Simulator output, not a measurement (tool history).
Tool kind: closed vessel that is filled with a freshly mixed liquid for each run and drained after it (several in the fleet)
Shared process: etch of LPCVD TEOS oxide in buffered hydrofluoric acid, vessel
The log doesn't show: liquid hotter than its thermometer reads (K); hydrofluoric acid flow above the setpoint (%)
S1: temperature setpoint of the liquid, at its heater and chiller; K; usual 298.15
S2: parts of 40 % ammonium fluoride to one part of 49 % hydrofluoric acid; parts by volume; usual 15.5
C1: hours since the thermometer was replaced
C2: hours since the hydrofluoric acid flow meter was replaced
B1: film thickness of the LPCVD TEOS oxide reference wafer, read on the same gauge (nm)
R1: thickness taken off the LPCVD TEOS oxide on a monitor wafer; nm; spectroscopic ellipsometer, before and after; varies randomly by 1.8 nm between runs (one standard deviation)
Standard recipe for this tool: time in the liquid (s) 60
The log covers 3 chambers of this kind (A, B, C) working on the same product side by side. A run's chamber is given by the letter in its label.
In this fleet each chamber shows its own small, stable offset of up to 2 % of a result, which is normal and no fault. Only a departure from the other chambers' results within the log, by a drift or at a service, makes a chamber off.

run 1B hour=8.4 | S1=298.15 S2=15.5 time_in_the_liquid_(s)=60 | C1=725.6 C2=122.2 | B1=29.992 | R1=220.45
run 2C hour=14.4 | S1=298.15 S2=15.5 time_in_the_liquid_(s)=60 | C1=1116.0 C2=1068.1 | B1=30.017 | R1=223.86
run 3A hour=20.0 | S1=298.15 S2=15.5 time_in_the_liquid_(s)=60 | C1=478.1 C2=236.6 | B1=29.980 | R1=224.94
run 4B hour=24.4 | S1=298.15 S2=15.5 time_in_the_liquid_(s)=60 | C1=741.6 C2=138.2 | B1=30.005 | R1=223.41
run 5C hour=32.9 | S1=298.15 S2=15.5 time_in_the_liquid_(s)=60 | C1=1134.5 C2=1086.6 | B1=29.968 | R1=223.94
run 6A hour=36.9 | S1=298.15 S2=15.5 time_in_the_liquid_(s)=60 | C1=495.0 C2=253.5 | B1=30.011 | R1=223.32
run 7C hour=45.6 | S1=298.15 S2=15.5 time_in_the_liquid_(s)=60 | C1=1147.2 C2=1099.3 | B1=30.000 | R1=227.66
run 8B hour=50.9 | S1=298.15 S2=15.5 time_in_the_liquid_(s)=60 | C1=768.1 C2=164.7 | B1=30.002 | R1=223.61
run 9A hour=54.8 | S1=298.15 S2=15.5 time_in_the_liquid_(s)=60 | C1=512.9 C2=271.4 | B1=30.014 | R1=218.45
run 10A hour=61.9 | S1=298.15 S2=15.5 time_in_the_liquid_(s)=60 | C1=520.0 C2=278.5 | B1=30.003 | R1=225.37
run 11B hour=68.6 | S1=298.15 S2=15.5 time_in_the_liquid_(s)=60 | C1=785.8 C2=182.4 | B1=29.993 | R1=226.20
run 12C hour=72.5 | S1=295.15 S2=15.5 time_in_the_liquid_(s)=60 | C1=1174.1 C2=1126.2 | B1=29.985 | R1=188.70
run 13B hour=77.0 | S1=295.15 S2=15.5 time_in_the_liquid_(s)=60 | C1=794.2 C2=190.8 | B1=29.975 | R1=193.36
run 14A hour=81.5 | S1=295.15 S2=15.5 time_in_the_liquid_(s)=60 | C1=539.6 C2=298.1 | B1=29.978 | R1=192.32
run 15C hour=90.4 | S1=298.15 S2=15.5 time_in_the_liquid_(s)=45 | C1=1192.0 C2=1144.1 | B1=29.998 | R1=169.23
run 16A hour=95.7 | S1=298.15 S2=15.5 time_in_the_liquid_(s)=45 | C1=553.8 C2=312.3 | B1=30.003 | R1=170.69
run 17C hour=101.9 | S1=298.15 S2=15.5 time_in_the_liquid_(s)=45 | C1=1203.5 C2=1155.6 | B1=30.006 | R1=169.25
run 18B hour=107.4 | S1=298.15 S2=12.5 time_in_the_liquid_(s)=90 | C1=824.6 C2=221.2 | B1=29.998 | R1=410.77
run 19B hour=115.3 | S1=298.15 S2=12.5 time_in_the_liquid_(s)=90 | C1=832.5 C2=229.1 | B1=29.983 | R1=412.29
run 20C hour=123.8 | S1=298.15 S2=12.5 time_in_the_liquid_(s)=90 | C1=1225.4 C2=1177.5 | B1=30.042 | R1=416.62
-- hour=125.6 chamber C: hydrofluoric acid flow meter replaced
run 21A hour=131.7 | S1=298.15 S2=15.5 time_in_the_liquid_(s)=60 | C1=589.8 C2=348.3 | B1=30.047 | R1=234.62
run 22A hour=136.8 | S1=298.15 S2=15.5 time_in_the_liquid_(s)=60 | C1=594.9 C2=353.4 | B1=30.010 | R1=234.71
run 23C hour=145.7 | S1=298.15 S2=15.5 time_in_the_liquid_(s)=60 | C1=1247.3 C2=20.1 | B1=29.974 | R1=223.31
run 24B hour=151.1 | S1=298.15 S2=15.5 time_in_the_liquid_(s)=30 | C1=868.3 C2=264.9 | B1=30.045 | R1=112.14
-- hour=156.6 chamber A: thermometer replaced
run 25C hour=157.7 | S1=298.15 S2=15.5 time_in_the_liquid_(s)=30 | C1=1259.3 C2=32.1 | B1=30.009 | R1=112.38
run 26B hour=166.3 | S1=298.15 S2=15.5 time_in_the_liquid_(s)=30 | C1=883.5 C2=280.1 | B1=29.999 | R1=111.42
run 27A hour=172.4 | S1=298.15 S2=15.5 time_in_the_liquid_(s)=60 | C1=15.8 C2=389.0 | B1=29.977 | R1=237.26
run 28C hour=176.7 | S1=296.15 S2=13.5 time_in_the_liquid_(s)=60 | C1=1278.3 C2=51.1 | B1=30.020 | R1=229.47
run 29B hour=180.6 | S1=296.15 S2=13.5 time_in_the_liquid_(s)=60 | C1=897.8 C2=294.4 | B1=29.986 | R1=229.42
run 30A hour=186.7 | S1=296.15 S2=13.5 time_in_the_liquid_(s)=60 | C1=30.1 C2=403.3 | B1=30.023 | R1=242.80
run 31A hour=191.1 | S1=298.15 S2=15.5 time_in_the_liquid_(s)=60 | C1=34.5 C2=407.7 | B1=29.936 | R1=237.78
run 32C hour=196.4 | S1=298.15 S2=15.5 time_in_the_liquid_(s)=60 | C1=1298.0 C2=70.8 | B1=29.977 | R1=225.86
run 33B hour=203.0 | S1=298.15 S2=15.5 time_in_the_liquid_(s)=60 | C1=920.2 C2=316.8 | B1=29.994 | R1=224.96
run 34A hour=210.5 | S1=298.15 S2=15.5 time_in_the_liquid_(s)=60 | C1=53.9 C2=427.1 | B1=29.968 | R1=242.25

For the next run the whole fleet of 3 chambers uses the same settings. Give each chamber's results:
run 35A hour=217.0 | S1=298.15 S2=15.5 time_in_the_liquid_(s)=60 | R1=?
run 35B hour=217.0 | S1=298.15 S2=15.5 time_in_the_liquid_(s)=60 | R1=?
run 35C hour=217.0 | S1=298.15 S2=15.5 time_in_the_liquid_(s)=60 | R1=?

run=35A R1=240.57
run=35B R1=221.66
run=35C R1=225.52
